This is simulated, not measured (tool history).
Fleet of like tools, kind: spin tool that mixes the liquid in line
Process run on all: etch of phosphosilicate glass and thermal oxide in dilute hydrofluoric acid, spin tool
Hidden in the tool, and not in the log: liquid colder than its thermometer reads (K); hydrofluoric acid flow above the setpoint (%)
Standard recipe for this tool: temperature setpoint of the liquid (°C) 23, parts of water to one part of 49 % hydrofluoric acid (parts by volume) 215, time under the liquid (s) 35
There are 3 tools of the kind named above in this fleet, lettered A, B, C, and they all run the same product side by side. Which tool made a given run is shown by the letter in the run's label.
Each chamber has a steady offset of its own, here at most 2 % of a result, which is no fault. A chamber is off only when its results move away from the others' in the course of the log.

run   hour  temperature setpoint of the liquid (°C)  parts of water to one part of 49 % hydrofluoric acid (parts by volume)  time under the liquid (s)  hours since the thermometer was replaced  hours since the hydrofluoric acid flow meter was replaced  read-back film thickness of the phosphosilicate glass reference wafer, read on the same gauge (nm)  read-back film thickness of the thermal oxide reference wafer, read on the same gauge (nm)  thickness taken off the phosphosilicate glass on a monitor wafer (Å)  thickness taken off the thermal oxide on a monitor wafer (Å)
 1A    7.1                                       23                                                                     215                         35                                     381.5                                                     1019.4                                                                                              150.02                                                                                          70                                                                143.28                                                        6.3964
 2C   13.4                                       23                                                                     215                         35                                     580.8                                                      301.1                                                                                                 150                                                                                      70.005                                                                142.92                                                        6.4811
 3B   19.5                                       23                                                                     215                         35                                      1811                                                      915.2                                                                                                 150                                                                                      70.031                                                                144.38                                                        6.0692
 4C   31.3                                       23                                                                     215                         35                                     598.7                                                        319                                                                                              150.04                                                                                      70.015                                                                144.07                                                         6.312
 5B   37.8                                       23                                                                     215                         35                                    1829.3                                                      933.5                                                                                                 150                                                                                      70.002                                                                145.14                                                        6.5971
 6A   48.1                                       23                                                                     215                         35                                     422.5                                                     1060.4                                                                                                 150                                                                                      69.997                                                                143.58                                                        6.8218
      48.8  -- chamber B: hydrofluoric acid flow meter replaced
 7A   55.7                                       23                                                                     215                         35                                     430.1                                                       1068                                                                                                 150                                                                                      70.017                                                                 144.5                                                         7.194
 8C   68.4                                     21.5                                                                     215                         50                                     635.8                                                      356.1                                                                                              149.99                                                                                      69.994                                                                192.22                                                        8.4743
 9B   74.7                                     21.5                                                                     215                         50                                    1866.2                                                       25.9                                                                                              150.02                                                                                          70                                                                197.18                                                        8.8421
10B   86.1                                     21.5                                                                     215                         50                                    1877.6                                                       37.3                                                                                              149.99                                                                                      69.994                                                                 195.1                                                        9.6256
11A   98.2                                       23                                                                     215                         35                                     472.6                                                     1110.5                                                                                              149.97                                                                                      69.959                                                                143.92                                                        6.6514
12C  105.7                                       23                                                                     215                         35                                     673.1                                                      393.4                                                                                              149.99                                                                                      69.994                                                                144.46                                                        6.6276
13A  115.4                                       23                                                                     215                         35                                     489.8                                                     1127.7                                                                                              150.01                                                                                      69.981                                                                   143                                                        6.3634
14B  126.9                                       23                                                                     215                         35                                    1918.4                                                       78.1                                                                                              150.02                                                                                      69.975                                                                144.88                                                        6.6829
15C    135                                       23                                                                     215                         35                                     702.4                                                      422.7                                                                                                 150                                                                                      69.979                                                                 143.3                                                        5.7718
16C  148.1                                       23                                                                     215                         35                                     715.5                                                      435.8                                                                                              149.95                                                                                      69.974                                                                144.57                                                        6.7443
17B  157.6                                       23                                                                     215                         35                                    1949.1                                                      108.8                                                                                                 150                                                                                      69.994                                                                144.84                                                        7.0385
18A  170.3                                       23                                                                     215                         35                                     544.7                                                     1182.6                                                                                              150.01                                                                                      69.977                                                                145.28                                                        6.9899
19B  178.2                                       23                                                                     215                         35                                    1969.7                                                      129.4                                                                                              149.97                                                                                      70.057                                                                145.95                                                        5.6663
     186.8  -- chamber C: hydrofluoric acid flow meter replaced
20A    188                                       23                                                                     215                         35                                     562.4                                                     1200.3                                                                                              150.02                                                                                      69.998                                                                142.99                                                        6.5443
21C  194.2                                       23                                                                     215                         35                                     761.6                                                        7.4                                                                                              149.99                                                                                      69.991                                                                143.01                                                        5.9115
22A  200.3                                       23                                                                     215                         35                                     574.7                                                     1212.6                                                                                                 150                                                                                      69.996                                                                142.74                                                        6.4399
23B  206.6                                       18                                                                     215                         35                                    1998.1                                                      157.8                                                                                              149.99                                                                                      70.006                                                                121.46                                                        5.8077
24C  213.2                                       18                                                                     215                         35                                     780.6                                                       26.4                                                                                              150.01                                                                                      69.998                                                                118.86                                                        5.8152
25C  223.3                                       18                                                                     215                         35                                     790.7                                                       36.5                                                                                                 150                                                                                      69.984                                                                117.73                                                        5.0804
26B  231.1                                       23                                                                     215                         35                                    2022.6                                                      182.3                                                                                              149.99                                                                                      69.995                                                                145.46                                                        6.8946

For the next run the whole fleet of 3 chambers uses the same settings. Give each chamber's results:
27A  240.6                                       23                                                                     215                         35                                                                                                                                                                                                                                                                                                                                                                          ?                                                             ?
27B  240.6                                       23                                                                     215                         35                                                                                                                                                                                                                                                                                                                                                                          ?                                                             ?
27C  240.6                                       23                                                                     215                         35                                                                                                                                                                                                                                                                                                                                                                          ?                                                             ?

run  thickness taken off the phosphosilicate glass on a monitor wafer (Å)  thickness taken off the thermal oxide on a monitor wafer (Å)
27A                                                                142.84                                                        6.4112
27B                                                                147.07                                                        6.6036
27C                                                                143.84                                                        6.2648
